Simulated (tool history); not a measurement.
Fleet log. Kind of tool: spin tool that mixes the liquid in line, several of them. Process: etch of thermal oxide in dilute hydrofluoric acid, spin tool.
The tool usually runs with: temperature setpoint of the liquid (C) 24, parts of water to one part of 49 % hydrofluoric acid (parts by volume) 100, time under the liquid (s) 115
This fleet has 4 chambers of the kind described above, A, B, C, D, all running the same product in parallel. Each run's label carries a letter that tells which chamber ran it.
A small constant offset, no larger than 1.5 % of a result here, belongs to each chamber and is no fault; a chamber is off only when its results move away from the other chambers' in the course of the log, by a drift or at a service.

run   hour  temperature setpoint of the liquid (C)  parts of water to one part of 49 % hydrofluoric acid (parts by volume)  time under the liquid (s)  hours since the thermometer was replaced  hours since the hydrofluoric acid flow meter was replaced  read-back film thickness of the thermal oxide reference wafer, read on the same gauge (nm)  thickness taken off the thermal oxide on a monitor wafer (nm)
 1D    5.2                                      24                                                                     100                        115                                    2011.9                                                     1294.3                                                                                      120.01                                                         5.2274
 2C   11.9                                      24                                                                     100                        115                                     781.8                                                      284.3                                                                                         120                                                         5.2135
 3B   15.8                                      24                                                                     100                        115                                       634                                                       1411                                                                                      119.99                                                         5.2135
 4A   21.5                                      24                                                                     100                        115                                     370.2                                                      385.6                                                                                         120                                                         5.2506
 5D   26.5                                      24                                                                     100                        115                                    2033.2                                                     1315.6                                                                                         120                                                         5.2239
 6C   29.9                                      24                                                                     100                        115                                     799.8                                                      302.3                                                                                      120.02                                                         5.2357
 7B   35.6                                      24                                                                     100                        115                                     653.8                                                     1430.8                                                                                      119.99                                                         5.2284
 8A   39.7                                      24                                                                     100                        115                                     388.4                                                      403.8                                                                                      119.98                                                         5.1845
 9C   44.6                                      24                                                                     100                        115                                     814.5                                                        317                                                                                      119.98                                                         5.2699
10D   49.4                                      24                                                                     100                        115                                    2056.1                                                     1338.5                                                                                         120                                                         5.1703
11B   55.2                                      24                                                                      65                        115                                     673.4                                                     1450.4                                                                                         120                                                         8.4054
12A     61                                      24                                                                      65                        115                                     409.7                                                      425.1                                                                                      120.01                                                         8.5878
13D   66.4                                      24                                                                      65                        115                                    2073.1                                                     1355.5                                                                                         120                                                         8.2464
14A   69.4                                      24                                                                      65                        115                                     418.1                                                      433.5                                                                                      119.99                                                         8.6503
15C   74.7                                      24                                                                     100                        115                                     844.6                                                      347.1                                                                                         120                                                         5.2948
16B   77.7                                      24                                                                     100                        115                                     695.9                                                     1472.9                                                                                         120                                                         5.2057
17B   81.1                                      24                                                                     100                        115                                     699.3                                                     1476.3                                                                                      119.98                                                         5.2295
18C   87.1                                      24                                                                     100                        115                                       857                                                      359.5                                                                                         120                                                         5.2095
19A   92.5                                      27                                                                     100                        170                                     441.2                                                      456.6                                                                                      120.02                                                         8.9304
20D   98.5                                      27                                                                     100                        170                                    2105.2                                                     1387.6                                                                                      119.97                                                         8.6686
21D  104.6                                      27                                                                     100                        170                                    2111.3                                                     1393.7                                                                                      120.01                                                         8.5053
22A  108.3                                      27                                                                     100                        170                                       457                                                      472.4                                                                                         120                                                         9.1274
23B  112.4                                      24                                                                     100                        115                                     730.6                                                     1507.6                                                                                      120.01                                                         5.2484
24C  118.2                                      24                                                                     100                        115                                     888.1                                                      390.6                                                                                      119.99                                                         5.2151
25B  121.8                                      24                                                                     100                        115                                       740                                                       1517                                                                                      120.02                                                         5.2469
26C  126.6                                      24                                                                     100                        115                                     896.5                                                        399                                                                                         120                                                         5.2384
27A  129.6                                      24                                                                     100                        115                                     478.3                                                      493.7                                                                                         120                                                         5.5591
28D  132.7                                      24                                                                     100                        115                                    2139.4                                                     1421.8                                                                                      120.01                                                         5.2083
29A  139.3                                      24                                                                     100                        115                                       488                                                      503.4                                                                                      119.97                                                         5.6041
30D  143.8                                      24                                                                     100                        115                                    2150.5                                                     1432.9                                                                                         120                                                         5.2012
31B  149.7                                      24                                                                     100                        115                                     767.9                                                     1544.9                                                                                         120                                                         5.2483
32C  155.2                                      24                                                                     100                        115                                     925.1                                                      427.6                                                                                         120                                                          5.294
33D  160.7                                    27.5                                                                     100                        115                                    2167.4                                                     1449.8                                                                                      119.98                                                         5.9578

One chamber off, gauge drift, or nothing amiss beyond the chambers' own small offsets? If it is a chamber, which one, and what is the likeliest cause?

Chamber A drifts away from the others.
Cause: liquid hotter than its thermometer reads (K) = 2.03.
The log may not tell that from: hydrofluoric acid flow above the setpoint (%).

Chamber A could run next with any of the 4 candidate recipes listed below; each alters the usual settings, and their results appear as question marks. Which one brings its results back in line with what the other chambers deliver on the usual settings?
Allowed miss from the other chambers' usual-settings mean, per result, to count as in line: thickness taken off the thermal oxide on a monitor wafer (nm) 0.12
34A-1  165.6                                      24                                                                     100                        125                                                                                                                                                                                                                                                               ?
34A-2  165.6                                      22                                                                     100                        115                                                                                                                                                                                                                                                               ?
34A-3  165.6                                      28                                                                     100                        115                                                                                                                                                                                                                                                               ?
34A-4  165.6                                      24                                                                     115                        115                                                                                                                                                                                                                                                               ?

The other chambers' mean on the usual settings: thickness taken off the thermal oxide on a monitor wafer (nm) 5.2352
  run  thickness taken off the thermal oxide on a monitor wafer (nm)
34A-1                                                         6.1503
34A-2                                                          5.231
34A-3                                                         6.5947
34A-4                                                         4.8165
34A-2 is the one that brings the chamber's results back in line with the other chambers.
